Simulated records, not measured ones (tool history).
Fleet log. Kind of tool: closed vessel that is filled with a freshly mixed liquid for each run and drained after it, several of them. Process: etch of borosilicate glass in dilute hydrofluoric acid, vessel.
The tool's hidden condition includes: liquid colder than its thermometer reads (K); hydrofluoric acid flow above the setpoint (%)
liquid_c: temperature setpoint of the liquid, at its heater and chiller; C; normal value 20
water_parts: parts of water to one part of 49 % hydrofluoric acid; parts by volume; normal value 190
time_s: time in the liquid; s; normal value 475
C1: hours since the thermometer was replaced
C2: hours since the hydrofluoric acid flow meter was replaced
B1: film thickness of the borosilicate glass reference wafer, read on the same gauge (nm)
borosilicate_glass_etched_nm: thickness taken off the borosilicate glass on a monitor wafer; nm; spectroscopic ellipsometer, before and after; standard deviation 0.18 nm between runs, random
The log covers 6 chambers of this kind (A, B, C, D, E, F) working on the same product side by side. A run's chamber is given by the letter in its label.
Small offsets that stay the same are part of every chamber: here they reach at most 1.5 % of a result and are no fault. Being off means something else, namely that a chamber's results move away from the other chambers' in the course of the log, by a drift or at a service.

Run 1C, hour 7: usual settings; C1 850; C2 1790.3; B1 79.973. Result: borosilicate_glass_etched_nm 58.441 nm.
Run 2E, hour 18.4: usual settings; C1 1371; C2 501.1; B1 80.017. Result: borosilicate_glass_etched_nm 59.26 nm.
Run 3B, hour 29.8: usual settings; C1 579.2; C2 1323.8; B1 79.987. Result: borosilicate_glass_etched_nm 59.002 nm.
Run 4D, hour 40: usual settings; C1 1176.7; C2 155.6; B1 80.05. Result: borosilicate_glass_etched_nm 58.95 nm.
Run 5F, hour 52: usual settings; C1 179; C2 1487.5; B1 80.012. Result: borosilicate_glass_etched_nm 58.222 nm.
Run 6A, hour 64.1: usual settings; C1 658.8; C2 935.5; B1 79.957. Result: borosilicate_glass_etched_nm 58.668 nm.
Run 7F, hour 75.2: usual settings; C1 202.2; C2 1510.7; B1 79.987. Result: borosilicate_glass_etched_nm 58.495 nm.
Run 8B, hour 86.2: usual settings; C1 635.6; C2 1380.2; B1 80.029. Result: borosilicate_glass_etched_nm 58.833 nm.
At hour 93.5: chamber A: hydrofluoric acid flow meter replaced.
Run 9E, hour 95.6: usual settings; C1 1448.2; C2 578.3; B1 80.009. Result: borosilicate_glass_etched_nm 59.321 nm.
Run 10A, hour 103.8: usual settings; C1 698.5; C2 10.3; B1 79.977. Result: borosilicate_glass_etched_nm 58.891 nm.
Run 11C, hour 114.8: usual settings; C1 957.8; C2 1898.1; B1 80.006. Result: borosilicate_glass_etched_nm 58.643 nm.
Run 12D, hour 125.7: usual settings; C1 1262.4; C2 241.3; B1 80.025. Result: borosilicate_glass_etched_nm 58.538 nm.
Run 13D, hour 132.2: usual settings; C1 1268.9; C2 247.8; B1 79.979. Result: borosilicate_glass_etched_nm 58.641 nm.
Run 14A, hour 139: usual settings; C1 733.7; C2 45.5; B1 80.001. Result: borosilicate_glass_etched_nm 58.678 nm.
Run 15C, hour 148: usual settings; C1 991; C2 1931.3; B1 80.021. Result: borosilicate_glass_etched_nm 58.548 nm.
Run 16B, hour 154.2: usual settings but liquid_c 17 C; C1 703.6; C2 1448.2; B1 79.972. Result: borosilicate_glass_etched_nm 52.485 nm.
Run 17F, hour 161.8: usual settings but liquid_c 17 C; C1 288.8; C2 1597.3; B1 79.954. Result: borosilicate_glass_etched_nm 51.948 nm.
Run 18E, hour 171.7: usual settings but liquid_c 17 C; C1 1524.3; C2 654.4; B1 80.011. Result: borosilicate_glass_etched_nm 52.844 nm.
Run 19F, hour 179: usual settings but liquid_c 17 C; C1 306; C2 1614.5; B1 79.991. Result: borosilicate_glass_etched_nm 51.778 nm.
Run 20D, hour 190: usual settings but liquid_c 17 C; C1 1326.7; C2 305.6; B1 79.997. Result: borosilicate_glass_etched_nm 52.417 nm.
At hour 190.1: chamber C: hydrofluoric acid flow meter replaced.
Run 21E, hour 198.8: usual settings but liquid_c 17 C; C1 1551.4; C2 681.5; B1 79.977. Result: borosilicate_glass_etched_nm 52.656 nm.
Run 22A, hour 210: usual settings; C1 804.7; C2 116.5; B1 79.94. Result: borosilicate_glass_etched_nm 58.649 nm.
Run 23B, hour 218.4: usual settings; C1 767.8; C2 1512.4; B1 80.004. Result: borosilicate_glass_etched_nm 58.919 nm.
Run 24C, hour 226.8: usual settings; C1 1069.8; C2 36.7; B1 80.02. Result: borosilicate_glass_etched_nm 58.267 nm.
Run 25D, hour 232.9: usual settings; C1 1369.6; C2 348.5; B1 79.997. Result: borosilicate_glass_etched_nm 58.583 nm.
Run 26A, hour 244.8: usual settings; C1 839.5; C2 151.3; B1 80.023. Result: borosilicate_glass_etched_nm 58.798 nm.
At hour 253.4: chamber D: thermometer replaced.
Run 27F, hour 255.8: usual settings but water_parts 270 parts by volume; C1 382.8; C2 1691.3; B1 80.014. Result: borosilicate_glass_etched_nm 38.162 nm.
Run 28E, hour 266.3: usual settings but water_parts 270 parts by volume; C1 1618.9; C2 749; B1 80.018. Result: borosilicate_glass_etched_nm 39.027 nm.
Run 29C, hour 275.6: usual settings but water_parts 270 parts by volume; C1 1118.6; C2 85.5; B1 80.021. Result: borosilicate_glass_etched_nm 38.467 nm.
Run 30B, hour 282.1: usual settings but water_parts 270 parts by volume; C1 831.5; C2 1576.1; B1 80.006. Result: borosilicate_glass_etched_nm 38.435 nm.
Run 31B, hour 287.6: usual settings but water_parts 270 parts by volume; C1 837; C2 1581.6; B1 79.998. Result: borosilicate_glass_etched_nm 38.258 nm.
Run 32D, hour 293.1: usual settings but water_parts 270 parts by volume; C1 39.8; C2 408.7; B1 80.013. Result: borosilicate_glass_etched_nm 38.375 nm.
Run 33A, hour 301.7: usual settings; C1 896.4; C2 208.2; B1 79.977. Result: borosilicate_glass_etched_nm 58.976 nm.
Run 34C, hour 310.8: usual settings; C1 1153.8; C2 120.7; B1 80.01. Result: borosilicate_glass_etched_nm 58.285 nm.
Run 35E, hour 317.8: usual settings; C1 1670.4; C2 800.5; B1 79.998. Result: borosilicate_glass_etched_nm 59.551 nm.
Run 36F, hour 323.5: usual settings; C1 450.5; C2 1759; B1 80.054. Result: borosilicate_glass_etched_nm 58.452 nm.
Run 37C, hour 332.8: usual settings; C1 1175.8; C2 142.7; B1 79.992. Result: borosilicate_glass_etched_nm 58.187 nm.
Run 38E, hour 343.9: usual settings; C1 1696.5; C2 826.6; B1 80.016. Result: borosilicate_glass_etched_nm 59.576 nm.
Run 39D, hour 354.2: usual settings; C1 100.9; C2 469.8; B1 80.013. Result: borosilicate_glass_etched_nm 58.988 nm.

What goes on in this fleet: one chamber off, a drifting gauge, or nothing beyond the chambers' own small offsets? Name the chamber and the cause, if any.

Nothing is wrong: each chamber keeps only its own small, steady offset and the gauge holds still.
